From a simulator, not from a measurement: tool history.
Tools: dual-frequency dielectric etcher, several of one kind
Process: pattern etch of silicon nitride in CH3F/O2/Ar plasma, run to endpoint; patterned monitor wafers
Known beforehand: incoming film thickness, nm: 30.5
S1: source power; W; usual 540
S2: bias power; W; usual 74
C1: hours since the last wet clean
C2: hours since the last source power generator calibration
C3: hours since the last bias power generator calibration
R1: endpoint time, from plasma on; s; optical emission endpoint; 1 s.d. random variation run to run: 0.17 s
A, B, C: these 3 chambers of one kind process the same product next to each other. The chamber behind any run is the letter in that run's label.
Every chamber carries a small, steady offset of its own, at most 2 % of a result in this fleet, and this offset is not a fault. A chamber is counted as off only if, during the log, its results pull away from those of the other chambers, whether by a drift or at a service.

| run | hour | S1 | S2 | C1 | C2 | C3 | R1 |
|---|---|---|---|---|---|---|---|
| 1B | 15 | 540 | 74 | 138.2 | 339.4 | 1184.6 | 39.827 |
| 2A | 23.9 | 540 | 74 | 26.4 | 1892.4 | 2342.9 | 39.527 |
| 3C | 37 | 540 | 74 | 55.7 | 1399.8 | 1869.5 | 39.15 |
| 4C | 52 | 540 | 74 | 70.7 | 1414.8 | 1884.5 | 38.88 |
| 5A | 64.1 | 420 | 69 | 66.6 | 1932.6 | 2383.1 | 44.356 |
| 6B | 78.7 | 420 | 69 | 201.9 | 403.1 | 1248.3 | 44.682 |
| 7B | 89.8 | 420 | 69 | 213 | 414.2 | 1259.4 | 44.555 |
| 8C | 105.4 | 540 | 74 | 124.1 | 1468.2 | 1937.9 | 39.154 |
| 9A | 112.7 | 540 | 74 | 115.2 | 1981.2 | 2431.7 | 39.641 |
| 10B | 125 | 540 | 74 | 248.2 | 449.4 | 1294.6 | 39.827 |
| 11A | 137.6 | 540 | 74 | 140.1 | 2006.1 | 2456.6 | 39.714 |
| 12C | 144.7 | 540 | 74 | 163.4 | 1507.5 | 1977.2 | 38.928 |
| 13B | 153.4 | 540 | 74 | 276.6 | 477.8 | 1323 | 39.557 |
| 14A | 168.5 | 540 | 74 | 171 | 2037 | 2487.5 | 39.425 |
| 15C | 182.4 | 540 | 74 | 201.1 | 1545.2 | 2014.9 | 38.781 |
| 16C | 196.7 | 540 | 74 | 215.4 | 1559.5 | 2029.2 | 39.22 |
| 17A | 209.8 | 540 | 74 | 212.3 | 2078.3 | 2528.8 | 39.515 |
| 18B | 225.2 | 540 | 74 | 348.4 | 549.6 | 1394.8 | 39.603 |
| 19B | 233.5 | 540 | 74 | 356.7 | 557.9 | 1403.1 | 40.001 |
| 20A | 242.7 | 540 | 74 | 245.2 | 2111.2 | 2561.7 | 38.987 |
| 21C | 258.4 | 540 | 74 | 277.1 | 1621.2 | 2090.9 | 39.171 |
| 22C | 269.5 | 540 | 74 | 288.2 | 1632.3 | 2102 | 39.009 |
| 23B | 282.7 | 540 | 74 | 405.9 | 607.1 | 1452.3 | 39.664 |
| 24A | 290.6 | 540 | 74 | 293.1 | 2159.1 | 2609.6 | 39.346 |
| 25C | 298.9 | 540 | 74 | 317.6 | 1661.7 | 2131.4 | 38.785 |
| 26A | 311 | 540 | 74 | 313.5 | 2179.5 | 2630 | 39.539 |
| 27B | 319.8 | 540 | 74 | 443 | 644.2 | 1489.4 | 39.887 |
|  | 329.4 | chamber B: wet clean of the chamber |
|  | 333 | chamber A: source power generator calibrated |
| 28A | 333.2 | 540 | 74 | 335.7 | 0.3 | 2652.2 | 39.71 |
| 29C | 346 | 540 | 74 | 364.7 | 1708.8 | 2178.5 | 39.073 |
| 30B | 358.3 | 540 | 74 | 29 | 682.7 | 1527.9 | 39.878 |
| 31A | 368.8 | 540 | 74 | 371.3 | 35.9 | 2687.8 | 39.479 |
| 32C | 384.6 | 540 | 74 | 403.3 | 1747.4 | 2217.1 | 38.992 |

Is one chamber off against the others, does the gauge drift, or is nothing wrong? If a chamber is off, say which, and what the likeliest cause is.

Beyond each chamber's small constant offset nothing stands out, and the gauge stays steady.

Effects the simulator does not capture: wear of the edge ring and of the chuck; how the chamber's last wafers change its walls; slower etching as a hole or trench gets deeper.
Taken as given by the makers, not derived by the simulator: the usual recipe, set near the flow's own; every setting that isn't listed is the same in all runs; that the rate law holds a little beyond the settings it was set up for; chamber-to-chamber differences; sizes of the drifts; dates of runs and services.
